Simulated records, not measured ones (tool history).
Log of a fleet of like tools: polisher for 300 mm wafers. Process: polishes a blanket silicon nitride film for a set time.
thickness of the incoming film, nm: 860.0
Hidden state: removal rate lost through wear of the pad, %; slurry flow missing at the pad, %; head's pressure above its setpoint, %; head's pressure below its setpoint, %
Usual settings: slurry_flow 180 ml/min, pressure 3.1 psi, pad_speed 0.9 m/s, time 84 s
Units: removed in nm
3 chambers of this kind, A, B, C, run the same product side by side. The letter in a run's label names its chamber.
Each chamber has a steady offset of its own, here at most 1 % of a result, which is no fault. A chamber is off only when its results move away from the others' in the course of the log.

| run | day | slurry_flow | pressure | pad_speed | time | wafers polished on this pad | hours since the slurry nozzle was cleaned | hours since the head pressure was calibrated | removed |
|---|---|---|---|---|---|---|---|---|---|
| 1A | 0.242 | 180 | 3.1 | 0.9 | 84 | 191 | 538.3 | 753.3 | 103.43 |
| 2C | 0.629 | 180 | 3.1 | 0.9 | 84 | 353 | 361.5 | 83.4 | 103.6 |
|  | 0.7 | chamber A: slurry nozzle cleaned |
|  | 0.771 | chamber B: slurry nozzle cleaned |
| 3B | 1.108 | 180 | 3.1 | 0.9 | 84 | 982 | 8.1 | 195 | 105.1 |
|  | 1.362 | chamber B: worn pad replaced by a new one |
| 4A | 1.421 | 180 | 3.1 | 0.9 | 84 | 355 | 17.3 | 781.6 | 103.69 |
|  | 1.55 | chamber C: slurry nozzle cleaned |
| 5B | 1.829 | 180 | 3.1 | 0.9 | 110 | 64 | 25.4 | 212.3 | 137.68 |
| 6C | 2.212 | 180 | 3.1 | 0.9 | 110 | 573 | 15.9 | 121.4 | 138.04 |
| 7C | 2.483 | 180 | 3.1 | 0.9 | 110 | 611 | 22.4 | 127.9 | 136.99 |
| 8A | 2.908 | 180 | 3.1 | 0.9 | 84 | 561 | 53 | 817.3 | 105.13 |
|  | 3.179 | chamber C: worn pad replaced by a new one |
| 9B | 3.292 | 180 | 3.1 | 0.9 | 84 | 268 | 60.5 | 247.4 | 106.58 |
| 10B | 3.771 | 180 | 3.1 | 0.9 | 84 | 334 | 72 | 258.9 | 105.58 |
| 11A | 4.175 | 180 | 3.7 | 0.9 | 84 | 737 | 83.4 | 847.7 | 126.42 |
| 12C | 4.671 | 180 | 3.7 | 0.9 | 84 | 207 | 74.9 | 180.4 | 124.63 |
|  | 4.938 | chamber A: worn pad replaced by a new one |
| 13A | 5.142 | 180 | 3.7 | 0.9 | 84 | 28 | 106.6 | 870.9 | 128.03 |
| 14B | 5.425 | 180 | 3.1 | 0.9 | 84 | 564 | 111.7 | 298.6 | 106.2 |
| 15C | 5.8 | 180 | 3.1 | 0.9 | 84 | 364 | 102 | 207.5 | 105.24 |
|  | 5.967 | chamber B: head pressure recalibrated |
| 16A | 6.283 | 180 | 3.1 | 0.9 | 84 | 187 | 134 | 898.3 | 108.21 |
| 17C | 6.638 | 180 | 3.1 | 0.9 | 84 | 481 | 122.1 | 227.6 | 105.18 |
| 18B | 6.9 | 180 | 3.1 | 0.9 | 84 | 769 | 147.1 | 22.4 | 106.88 |
| 19C | 7.396 | 180 | 3.1 | 0.9 | 84 | 586 | 140.3 | 245.8 | 105.04 |
| 20A | 7.688 | 180 | 3.1 | 0.9 | 84 | 382 | 167.7 | 932 | 108.72 |
| 21B | 8.175 | 180 | 2.3 | 0.9 | 84 | 946 | 177.7 | 53 | 77.699 |
| 22C | 8.546 | 180 | 2.3 | 0.9 | 84 | 746 | 167.9 | 273.4 | 77.486 |
|  | 8.633 | chamber C: worn pad replaced by a new one |
| 23B | 8.842 | 180 | 2.3 | 0.9 | 84 | 1039 | 193.7 | 69 | 78.54 |
| 24A | 9.138 | 180 | 3.1 | 0.9 | 84 | 583 | 202.5 | 966.8 | 108.91 |
| 25C | 9.508 | 180 | 3.1 | 0.9 | 84 | 121 | 191 | 296.5 | 104.89 |
|  | 9.592 | chamber B: worn pad replaced by a new one |
| 26A | 9.879 | 180 | 3.1 | 0.9 | 84 | 687 | 220.3 | 984.6 | 110.28 |
| 27B | 10.358 | 180 | 3.1 | 0.9 | 84 | 106 | 230.1 | 105.4 | 105.86 |
|  | 10.704 | chamber A: worn pad replaced by a new one |
| 28C | 10.846 | 180 | 3.1 | 0.9 | 84 | 307 | 223.1 | 328.6 | 105.52 |
| 29A | 11.375 | 135 | 3.1 | 0.9 | 84 | 93 | 256.2 | 1020.5 | 105.37 |
| 30B | 11.762 | 135 | 3.1 | 0.9 | 84 | 302 | 263.8 | 139.1 | 100.65 |
| 31A | 12.25 | 135 | 3.1 | 0.9 | 84 | 215 | 277.2 | 1041.5 | 105.38 |
| 32C | 12.633 | 180 | 3.1 | 0.9 | 57 | 556 | 266 | 371.5 | 72.058 |
| 33B | 12.933 | 180 | 3.1 | 0.9 | 57 | 464 | 291.9 | 167.2 | 71.461 |
| 34B | 13.242 | 180 | 3.1 | 0.9 | 57 | 507 | 299.3 | 174.6 | 71.789 |
| 35A | 13.646 | 180 | 3.1 | 0.9 | 84 | 409 | 310.7 | 1075 | 112.93 |
| 36C | 13.992 | 180 | 3.1 | 0.9 | 84 | 744 | 298.6 | 404.1 | 104.52 |
|  | 14.429 | chamber C: worn pad replaced by a new one |
| 37C | 14.512 | 180 | 3.1 | 0.9 | 84 | 11 | 311.1 | 416.6 | 104.39 |
| 38B | 14.75 | 180 | 3.1 | 0.9 | 84 | 717 | 335.5 | 210.8 | 105.13 |
| 39A | 15.229 | 180 | 3.1 | 0.9 | 84 | 629 | 348.7 | 1113 | 114.96 |

What goes on in this fleet: one chamber off, a drifting gauge, or nothing beyond the chambers' own small offsets? Name the chamber and the cause, if any.

Chamber A drifts away from the others.
Cause: head's pressure above its setpoint, % = 10.1.

Here are 4 candidates for chamber A's next run, each the usual settings with a change, their results left as question marks. Which one brings its results back in line with what the others give on the usual settings?
In line means no further than this from the other chambers' mean on the usual settings: removed 2.6 nm
| 40A-1 | 15.612 | 180 | 3.3 | 0.96 | 89 |  |  |  | ? |
| 40A-2 | 15.612 | 180 | 3.1 | 0.9 | 71 |  |  |  | ? |
| 40A-3 | 15.612 | 180 | 3.2 | 0.92 | 87 |  |  |  | ? |
| 40A-4 | 15.612 | 180 | 3 | 0.88 | 81 |  |  |  | ? |

The other chambers' mean on the usual settings: removed 105.09 nm
| run | removed |
|---|---|
| 40A-1 | 136.09 |
| 40A-2 | 96.695 |
| 40A-3 | 124.57 |
| 40A-4 | 104.77 |
40A-4 brings the chamber back in line.
